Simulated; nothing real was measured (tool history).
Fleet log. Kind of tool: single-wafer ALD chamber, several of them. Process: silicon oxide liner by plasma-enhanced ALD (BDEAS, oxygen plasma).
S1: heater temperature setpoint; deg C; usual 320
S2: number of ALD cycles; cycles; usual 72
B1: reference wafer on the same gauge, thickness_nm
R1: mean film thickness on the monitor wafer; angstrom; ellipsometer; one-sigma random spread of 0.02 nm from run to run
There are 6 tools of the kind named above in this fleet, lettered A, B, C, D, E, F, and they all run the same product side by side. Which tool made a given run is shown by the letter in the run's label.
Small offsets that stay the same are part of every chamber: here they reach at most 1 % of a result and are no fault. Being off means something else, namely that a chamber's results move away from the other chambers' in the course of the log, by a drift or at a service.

run 1C hour=4.7 | S1=320 S2=72 | B1=5.2245 | R1=64.813
run 2A hour=8.6 | S1=320 S2=72 | B1=5.2238 | R1=65.194
run 3E hour=11.9 | S1=320 S2=72 | B1=5.2197 | R1=65.746
run 4D hour=14.8 | S1=320 S2=72 | B1=5.2205 | R1=65.431
run 5F hour=18.8 | S1=320 S2=61 | B1=5.2187 | R1=55.527
run 6B hour=21.9 | S1=320 S2=61 | B1=5.2237 | R1=54.960
run 7E hour=25.7 | S1=320 S2=61 | B1=5.2200 | R1=55.692
run 8C hour=29.6 | S1=320 S2=61 | B1=5.2207 | R1=55.267
run 9B hour=33.6 | S1=320 S2=61 | B1=5.2218 | R1=55.178
run 10A hour=38.8 | S1=320 S2=61 | B1=5.2206 | R1=55.563
run 11F hour=44.0 | S1=329 S2=72 | B1=5.2173 | R1=64.553
run 12D hour=49.5 | S1=329 S2=72 | B1=5.2206 | R1=64.629
run 13A hour=52.6 | S1=329 S2=72 | B1=5.2178 | R1=64.278
run 14E hour=56.3 | S1=329 S2=72 | B1=5.2246 | R1=64.461
run 15B hour=59.8 | S1=329 S2=72 | B1=5.2154 | R1=63.936
run 16C hour=65.4 | S1=329 S2=72 | B1=5.2203 | R1=64.102
run 17D hour=68.3 | S1=320 S2=72 | B1=5.2156 | R1=65.510
run 18F hour=74.0 | S1=320 S2=72 | B1=5.2174 | R1=65.772
run 19C hour=79.5 | S1=320 S2=81 | B1=5.2207 | R1=72.974
run 20D hour=83.2 | S1=320 S2=81 | B1=5.2234 | R1=73.486
run 21B hour=89.1 | S1=320 S2=81 | B1=5.2200 | R1=72.743
run 22F hour=91.9 | S1=320 S2=81 | B1=5.2184 | R1=73.759
run 23E hour=96.7 | S1=320 S2=81 | B1=5.2224 | R1=73.647
run 24A hour=102.2 | S1=320 S2=81 | B1=5.2184 | R1=73.560
run 25A hour=105.3 | S1=320 S2=72 | B1=5.2163 | R1=65.156
run 26B hour=108.3 | S1=320 S2=72 | B1=5.2180 | R1=64.591
run 27F hour=114.3 | S1=320 S2=72 | B1=5.2240 | R1=65.372
run 28D hour=118.1 | S1=320 S2=72 | B1=5.2223 | R1=65.596
run 29E hour=121.2 | S1=320 S2=72 | B1=5.2234 | R1=65.610
run 30C hour=124.8 | S1=320 S2=72 | B1=5.2187 | R1=64.708
run 31D hour=127.8 | S1=310 S2=61 | B1=5.2174 | R1=56.269
run 32A hour=132.8 | S1=310 S2=61 | B1=5.2183 | R1=56.006
-- hour=132.9 chamber B: thermocouple changed; heater temperature recalibrated
run 33C hour=138.7 | S1=310 S2=61 | B1=5.2210 | R1=55.830
run 34F hour=141.6 | S1=310 S2=61 | B1=5.2172 | R1=56.529
run 35B hour=146.7 | S1=310 S2=61 | B1=5.2174 | R1=55.844
run 36E hour=150.4 | S1=310 S2=61 | B1=5.2182 | R1=56.225
run 37C hour=155.4 | S1=320 S2=72 | B1=5.2189 | R1=64.972
run 38D hour=159.6 | S1=320 S2=72 | B1=5.2208 | R1=65.509
run 39B hour=162.3 | S1=320 S2=72 | B1=5.2204 | R1=65.012
run 40E hour=164.9 | S1=320 S2=72 | B1=5.2191 | R1=65.668
run 41F hour=169.5 | S1=320 S2=81 | B1=5.2183 | R1=73.508
run 42A hour=175.3 | S1=320 S2=81 | B1=5.2209 | R1=73.227

Next, every chamber runs the same settings. What will each give?
run 43A hour=179.7 | S1=320 S2=84 | R1=?
run 43B hour=179.7 | S1=320 S2=84 | R1=?
run 43C hour=179.7 | S1=320 S2=84 | R1=?
run 43D hour=179.7 | S1=320 S2=84 | R1=?
run 43E hour=179.7 | S1=320 S2=84 | R1=?
run 43F hour=179.7 | S1=320 S2=84 | R1=?

run=43A R1=76.141
run=43B R1=75.673
run=43C R1=75.592
run=43D R1=76.135
run=43E R1=76.565
run=43F R1=76.511

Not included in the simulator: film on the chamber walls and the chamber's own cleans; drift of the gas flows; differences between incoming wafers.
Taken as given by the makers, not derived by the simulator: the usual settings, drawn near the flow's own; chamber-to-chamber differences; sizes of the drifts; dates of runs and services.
